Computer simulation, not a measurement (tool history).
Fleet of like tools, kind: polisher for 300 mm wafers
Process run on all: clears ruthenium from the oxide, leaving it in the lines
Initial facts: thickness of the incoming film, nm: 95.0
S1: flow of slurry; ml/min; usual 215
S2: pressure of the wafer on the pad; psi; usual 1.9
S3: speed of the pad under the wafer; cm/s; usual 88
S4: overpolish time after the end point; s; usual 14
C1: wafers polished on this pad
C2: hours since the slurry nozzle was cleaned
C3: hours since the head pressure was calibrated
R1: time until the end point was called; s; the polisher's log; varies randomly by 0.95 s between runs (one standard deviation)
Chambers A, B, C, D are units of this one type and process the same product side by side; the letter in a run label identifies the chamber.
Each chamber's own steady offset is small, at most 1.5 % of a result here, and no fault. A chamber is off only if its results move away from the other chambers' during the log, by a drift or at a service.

run,hour,S1,S2,S3,S4,C1,C2,C3,R1
# hour 11.3: chamber A: worn pad replaced by a new one
1A,11.4,215,1.9,88,14,1,91.4,366.0,103.580
# hour 12.2: chamber D: worn pad replaced by a new one
2B,19.9,215,1.9,88,14,355,87.4,67.7,102.230
3D,28.4,215,1.9,88,14,139,276.6,521.6,101.440
4C,35.0,215,1.9,88,14,785,480.3,705.0,98.642
5C,45.2,215,1.9,88,14,872,490.5,715.2,99.629
6D,54.4,215,1.9,88,14,362,302.6,547.6,101.200
7B,62.3,215,1.9,88,14,719,129.8,110.1,100.830
# hour 62.8: chamber B: worn pad replaced by a new one
8A,73.6,170,1.9,88,8,536,153.6,428.2,104.630
9B,85.7,170,1.9,88,8,197,153.2,133.5,101.610
10A,91.4,170,1.9,88,8,689,171.4,446.0,105.710
11D,100.0,170,1.9,88,8,755,348.2,593.2,104.950
# hour 104.5: chamber D: slurry nozzle cleaned
12C,107.7,215,1.9,88,14,1410,553.0,777.7,100.520
# hour 109.2: chamber A: worn pad replaced by a new one
13C,119.6,215,1.9,88,14,1512,564.9,789.6,102.910
14B,130.0,215,1.9,88,14,578,197.5,177.8,100.300
# hour 135.5: chamber B: worn pad replaced by a new one
15D,136.9,215,1.9,88,14,1072,32.5,630.1,101.290
16A,147.1,215,1.9,88,14,326,227.1,501.7,102.130
# hour 155.5: chamber D: worn pad replaced by a new one
17A,155.9,215,1.9,88,14,402,235.9,510.5,102.450
18C,168.4,215,1.9,88,14,1932,613.7,838.4,104.090
# hour 175.5: chamber C: slurry nozzle cleaned
19B,176.5,215,1.9,88,18,352,244.0,224.3,102.050
20D,184.5,215,1.9,88,18,250,80.1,677.7,101.950
21B,190.6,215,1.9,88,18,473,258.1,238.4,100.310
22C,198.0,215,1.9,88,18,2186,22.6,868.0,106.010
23A,204.4,215,1.9,88,14,819,284.4,559.0,102.360
24D,214.0,215,1.9,88,14,503,109.6,707.2,101.080
# hour 215.2: chamber A: worn pad replaced by a new one
# hour 220.6: chamber B: worn pad replaced by a new one
25B,225.2,215,1.9,88,14,39,292.7,273.0,101.330
26C,233.7,215,1.9,88,14,2493,58.3,903.7,106.620
27A,245.6,215,1.9,88,14,261,325.6,600.2,102.910
28D,257.4,215,1.9,88,14,876,153.0,750.6,101.010
29B,268.0,215,1.9,88,14,407,335.5,315.8,101.580
30A,277.5,215,1.9,88,14,535,357.5,632.1,102.470
31D,288.1,215,1.9,88,14,1140,183.7,781.3,101.300
32C,293.5,215,2.4,112,14,3007,118.1,963.5,67.534
33C,302.7,215,2.4,112,14,3087,127.3,972.7,68.117
34D,311.4,215,2.4,112,14,1341,207.0,804.6,63.897

For the next run the whole fleet of 4 chambers uses the same settings. Give each chamber's results:
35A,320.4,215,1.9,88,14,,,,?
35B,320.4,215,1.9,88,14,,,,?
35C,320.4,215,1.9,88,14,,,,?
35D,320.4,215,1.9,88,14,,,,?

run,R1
35A,101.790
35B,101.360
35C,110.370
35D,100.180

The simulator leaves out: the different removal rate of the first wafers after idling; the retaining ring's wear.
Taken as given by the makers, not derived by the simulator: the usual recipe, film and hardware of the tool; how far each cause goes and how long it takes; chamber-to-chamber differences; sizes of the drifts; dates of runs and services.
